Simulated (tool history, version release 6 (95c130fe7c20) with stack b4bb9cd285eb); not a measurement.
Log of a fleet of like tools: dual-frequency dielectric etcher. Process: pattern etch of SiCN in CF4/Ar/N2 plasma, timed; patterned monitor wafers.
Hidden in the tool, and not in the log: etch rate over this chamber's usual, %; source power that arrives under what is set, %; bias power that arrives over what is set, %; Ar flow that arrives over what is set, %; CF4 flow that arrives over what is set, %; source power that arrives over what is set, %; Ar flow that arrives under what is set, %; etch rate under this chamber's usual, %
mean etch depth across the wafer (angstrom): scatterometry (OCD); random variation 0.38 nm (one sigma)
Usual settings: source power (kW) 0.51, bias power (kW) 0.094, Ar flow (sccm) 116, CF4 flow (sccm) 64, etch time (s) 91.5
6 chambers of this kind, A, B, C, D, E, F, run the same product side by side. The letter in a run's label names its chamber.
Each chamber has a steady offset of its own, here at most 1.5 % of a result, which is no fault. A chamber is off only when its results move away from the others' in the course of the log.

run,hour,source power (kW),bias power (kW),Ar flow (sccm),CF4 flow (sccm),etch time (s),hours since the last wet clean,hours since the last source power generator calibration,hours since the last bias power generator calibration,hours since the last Ar flow controller change,hours since the last CF4 flow controller change,"read-back reference wafer on the same gauge, depth_nm",mean etch depth across the wafer (angstrom)
1B,7.8,0.51,0.094,116,64,91.5,19.9,1559.2,73.9,4756.8,1613.5,83.712,939.52
2E,13.6,0.51,0.094,116,64,91.5,129.9,199.1,1782.4,2718.5,4411.9,83.702,928.3
3C,17.9,0.51,0.094,116,64,91.5,263.6,1000.6,1357.8,1428.3,2668.9,83.738,925.71
4D,23,0.51,0.094,116,64,91.5,418.1,194.5,24.1,1677.1,1873.9,83.714,924.37
# hour 25.4: chamber D: wet clean of the chamber
# hour 27.6: chamber E: Ar flow controller replaced
5A,30.2,0.51,0.094,116,64,91.5,291.2,3276,1060.9,283.5,1427.3,83.629,931.54
6F,35.9,0.51,0.094,116,64,91.5,434.8,2466.9,2994.2,795,1197.7,83.75,940.13
7A,42,0.51,0.094,116,64,91.5,303,3287.8,1072.7,295.3,1439.1,83.69,946.74
8D,48.8,0.51,0.094,116,64,91.5,23.4,220.3,49.9,1702.9,1899.7,83.701,925.48
9F,52.3,0.51,0.094,116,64,91.5,451.2,2483.3,3010.6,811.4,1214.1,83.706,941.56
10E,58.6,0.51,0.094,116,64,91.5,174.9,244.1,1827.4,31,4456.9,83.71,935.33
11C,66.2,0.51,0.094,116,64,91.5,311.9,1048.9,1406.1,1476.6,2717.2,83.669,925.29
12B,74,0.51,0.094,116,64,91.5,86.1,1625.4,140.1,4823,1679.7,83.668,937.33
13A,81.3,0.51,0.094,116,64,91.5,342.3,3327.1,1112,334.6,1478.4,83.671,937.64
14F,86.8,0.51,0.094,116,64,108,485.7,2517.8,3045.1,845.9,1248.6,83.714,1104.8
15C,94.8,0.51,0.094,116,64,108,340.5,1077.5,1434.7,1505.2,2745.8,83.675,1093.2
16D,102,0.51,0.094,116,64,108,76.6,273.5,103.1,1756.1,1952.9,83.622,1090.7
17B,108.5,0.51,0.094,116,64,108,120.6,1659.9,174.6,4857.5,1714.2,83.691,1114.6
# hour 109.2: chamber F: wet clean of the chamber
18E,113.9,0.51,0.094,116,64,108,230.2,299.4,1882.7,86.3,4512.2,83.746,1094
# hour 117.4: chamber F: bias power generator calibrated
19D,119.1,0.51,0.094,116,64,108,93.7,290.6,120.2,1773.2,1970,83.682,1086.9
20E,123.4,0.51,0.094,116,64,91.5,239.7,308.9,1892.2,95.8,4521.7,83.707,926.9
21B,131.1,0.51,0.094,116,64,91.5,143.2,1682.5,197.2,4880.1,1736.8,83.641,939.6
# hour 134.2: chamber F: source power generator calibrated
22C,136,0.51,0.094,116,64,91.5,381.7,1118.7,1475.9,1546.4,2787,83.639,920.92
23A,142.9,0.51,0.094,116,64,91.5,403.9,3388.7,1173.6,396.2,1540,83.758,937.57
24F,149.6,0.51,0.094,96,64,91.5,40.5,15.4,32.3,908.7,1311.4,83.735,992.04
25F,156.3,0.51,0.094,96,64,91.5,47.2,22.1,39,915.4,1318.1,83.791,991.15
26A,160.8,0.51,0.094,96,64,91.5,421.8,3406.6,1191.5,414.1,1557.9,83.748,955.99
# hour 165.1: chamber A: wet clean of the chamber
27E,165.7,0.51,0.094,96,64,91.5,282,351.2,1934.5,138.1,4564,83.724,958.67
28B,170.4,0.51,0.094,96,64,91.5,182.5,1721.8,236.5,4919.4,1776.1,83.755,968.23
# hour 176.2: chamber D: CF4 flow controller replaced
29C,176.4,0.51,0.094,96,64,91.5,422.1,1159.1,1516.3,1586.8,2827.4,83.729,950.3
30D,183.1,0.51,0.094,116,64,91.5,157.7,354.6,184.2,1837.2,6.9,83.716,933.82
31C,190,0.51,0.094,116,64,91.5,435.7,1172.7,1529.9,1600.4,2841,83.801,925.18
32F,197.8,0.51,0.094,116,64,91.5,88.7,63.6,80.5,956.9,1359.6,83.724,958.8
33B,202.4,0.51,0.094,116,64,91.5,214.5,1753.8,268.5,4951.4,1808.1,83.653,943.61
34A,207.1,0.51,0.094,116,64,91.5,42,3452.9,1237.8,460.4,1604.2,83.717,939.4
35E,211.3,0.42,0.094,116,64,91.5,327.6,396.8,1980.1,183.7,4609.6,83.639,788.39
36D,216.7,0.42,0.094,116,64,91.5,191.3,388.2,217.8,1870.8,40.5,83.798,786.23

What goes on in this fleet: one chamber off, a drifting gauge, or nothing beyond the chambers' own small offsets? Name the chamber and the cause, if any.

A service left chamber F off against the others.
Cause: source power that arrives over what is set, % = 2.81.
The log may not tell that from: etch rate over this chamber's usual, %.

Here are 4 candidates for chamber F's next run, each the usual settings with a change, their results left as question marks. Which one brings its results back in line with what the others give on the usual settings?
In line means no further than this from the other chambers' mean on the usual settings: mean etch depth across the wafer (angstrom) 13
37F-1,222.5,0.55,0.094,116,65,91.5,,,,,,,?
37F-2,222.5,0.47,0.094,117,63,91.5,,,,,,,?
37F-3,222.5,0.51,0.095,116,64,94,,,,,,,?
37F-4,222.5,0.49,0.094,116,64,91.5,,,,,,,?

The other chambers' mean on the usual settings: mean etch depth across the wafer (angstrom) 932.22
run,mean etch depth across the wafer (angstrom)
37F-1,1029.1
37F-2,894.34
37F-3,992.67
37F-4,930.04
37F-4 brings the chamber back in line.
